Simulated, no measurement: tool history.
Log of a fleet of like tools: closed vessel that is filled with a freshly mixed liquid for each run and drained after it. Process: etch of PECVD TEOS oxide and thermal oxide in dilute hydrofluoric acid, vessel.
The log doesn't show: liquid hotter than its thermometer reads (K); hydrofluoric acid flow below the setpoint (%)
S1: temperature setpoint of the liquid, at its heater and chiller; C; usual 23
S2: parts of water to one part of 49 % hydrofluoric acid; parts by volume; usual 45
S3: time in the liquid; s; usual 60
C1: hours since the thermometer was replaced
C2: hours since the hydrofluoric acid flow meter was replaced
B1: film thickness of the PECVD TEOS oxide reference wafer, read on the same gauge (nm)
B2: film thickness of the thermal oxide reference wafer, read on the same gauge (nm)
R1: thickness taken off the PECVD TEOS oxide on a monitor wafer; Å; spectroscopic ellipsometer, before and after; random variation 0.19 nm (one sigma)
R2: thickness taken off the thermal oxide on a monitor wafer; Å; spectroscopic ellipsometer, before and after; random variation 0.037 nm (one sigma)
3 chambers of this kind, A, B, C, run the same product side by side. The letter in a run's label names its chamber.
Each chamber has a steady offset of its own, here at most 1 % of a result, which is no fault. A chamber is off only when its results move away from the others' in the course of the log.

run 1C hour=4.1 | S1=23 S2=45 S3=60 | C1=162.9 C2=14.6 | B1=149.98 B2=69.923 | R1=224.24 R2=62.277
run 2A hour=9 | S1=23 S2=45 S3=60 | C1=637.6 C2=1275.3 | B1=149.98 B2=70.02 | R1=226.44 R2=62.3
run 3B hour=13.4 | S1=23 S2=45 S3=60 | C1=876.9 C2=916.8 | B1=149.99 B2=69.991 | R1=225.42 R2=62.707
run 4B hour=16.8 | S1=23 S2=45 S3=60 | C1=880.3 C2=920.2 | B1=149.99 B2=69.991 | R1=225.23 R2=63.293
run 5A hour=20.9 | S1=23 S2=45 S3=60 | C1=649.5 C2=1287.2 | B1=149.97 B2=70.005 | R1=227.58 R2=61.401
run 6C hour=24.8 | S1=23 S2=45 S3=60 | C1=183.6 C2=35.3 | B1=149.97 B2=70.007 | R1=225.88 R2=62.016
run 7B hour=28.2 | S1=23 S2=45 S3=60 | C1=891.7 C2=931.6 | B1=150.01 B2=70.009 | R1=226.99 R2=61.97
run 8C hour=30.7 | S1=23 S2=45 S3=60 | C1=189.5 C2=41.2 | B1=150.03 B2=69.939 | R1=223.29 R2=61.425
run 9A hour=33.6 | S1=23 S2=45 S3=60 | C1=662.2 C2=1299.9 | B1=150 B2=69.952 | R1=222.16 R2=62.114
run 10B hour=38.8 | S1=23 S2=45 S3=60 | C1=902.3 C2=942.2 | B1=149.99 B2=70.028 | R1=226.85 R2=62.154
run 11C hour=41.5 | S1=23 S2=45 S3=60 | C1=200.3 C2=52 | B1=149.99 B2=69.959 | R1=225.58 R2=61.884
run 12A hour=44 | S1=23 S2=45 S3=45 | C1=672.6 C2=1310.3 | B1=150.01 B2=69.971 | R1=170.46 R2=46.56
run 13C hour=48.8 | S1=23 S2=45 S3=45 | C1=207.6 C2=59.3 | B1=149.99 B2=69.981 | R1=167.61 R2=46.378
run 14B hour=54 | S1=23 S2=45 S3=45 | C1=917.5 C2=957.4 | B1=149.99 B2=70 | R1=170.43 R2=46.645
run 15A hour=59.4 | S1=23 S2=45 S3=60 | C1=688 C2=1325.7 | B1=150.02 B2=69.978 | R1=225.62 R2=62.004
run 16A hour=62.6 | S1=23 S2=45 S3=60 | C1=691.2 C2=1328.9 | B1=150.02 B2=69.997 | R1=227.59 R2=61.944
run 17B hour=67.9 | S1=23 S2=45 S3=60 | C1=931.4 C2=971.3 | B1=149.99 B2=69.976 | R1=227.79 R2=62.709
run 18C hour=72.3 | S1=23 S2=45 S3=60 | C1=231.1 C2=82.8 | B1=150 B2=69.941 | R1=227.02 R2=61.344
run 19A hour=76.3 | S1=23 S2=45 S3=60 | C1=704.9 C2=1342.6 | B1=150.02 B2=70.008 | R1=225.93 R2=62.277
run 20B hour=80.5 | S1=23 S2=45 S3=60 | C1=944 C2=983.9 | B1=150.01 B2=69.98 | R1=221.97 R2=61.692
run 21C hour=84.4 | S1=23 S2=45 S3=60 | C1=243.2 C2=94.9 | B1=150.03 B2=70.044 | R1=220.92 R2=61.943
run 22C hour=87.9 | S1=23 S2=45 S3=60 | C1=246.7 C2=98.4 | B1=150.01 B2=70.052 | R1=227.22 R2=61.581
run 23B hour=93.1 | S1=23 S2=45 S3=60 | C1=956.6 C2=996.5 | B1=150.01 B2=70.01 | R1=227.29 R2=62.414
run 24A hour=98.5 | S1=23 S2=45 S3=60 | C1=727.1 C2=1364.8 | B1=149.98 B2=70.002 | R1=221.07 R2=62.093
run 25A hour=101.6 | S1=23 S2=45 S3=60 | C1=730.2 C2=1367.9 | B1=149.99 B2=69.999 | R1=225.71 R2=62.155
run 26C hour=104.2 | S1=23 S2=55 S3=85 | C1=263 C2=114.7 | B1=149.99 B2=70.053 | R1=260 R2=70.793
run 27B hour=107.4 | S1=23 S2=55 S3=85 | C1=970.9 C2=1010.8 | B1=150.01 B2=70.032 | R1=259.84 R2=71.75

All 3 chambers run these settings next. Forecast each chamber's results:
run 28A hour=111.2 | S1=23 S2=45 S3=60 | R1=? R2=?
run 28B hour=111.2 | S1=23 S2=45 S3=60 | R1=? R2=?
run 28C hour=111.2 | S1=23 S2=45 S3=60 | R1=? R2=?

run=28A R1=227.61 R2=62.086
run=28B R1=225.33 R2=62.047
run=28C R1=224.24 R2=62.121

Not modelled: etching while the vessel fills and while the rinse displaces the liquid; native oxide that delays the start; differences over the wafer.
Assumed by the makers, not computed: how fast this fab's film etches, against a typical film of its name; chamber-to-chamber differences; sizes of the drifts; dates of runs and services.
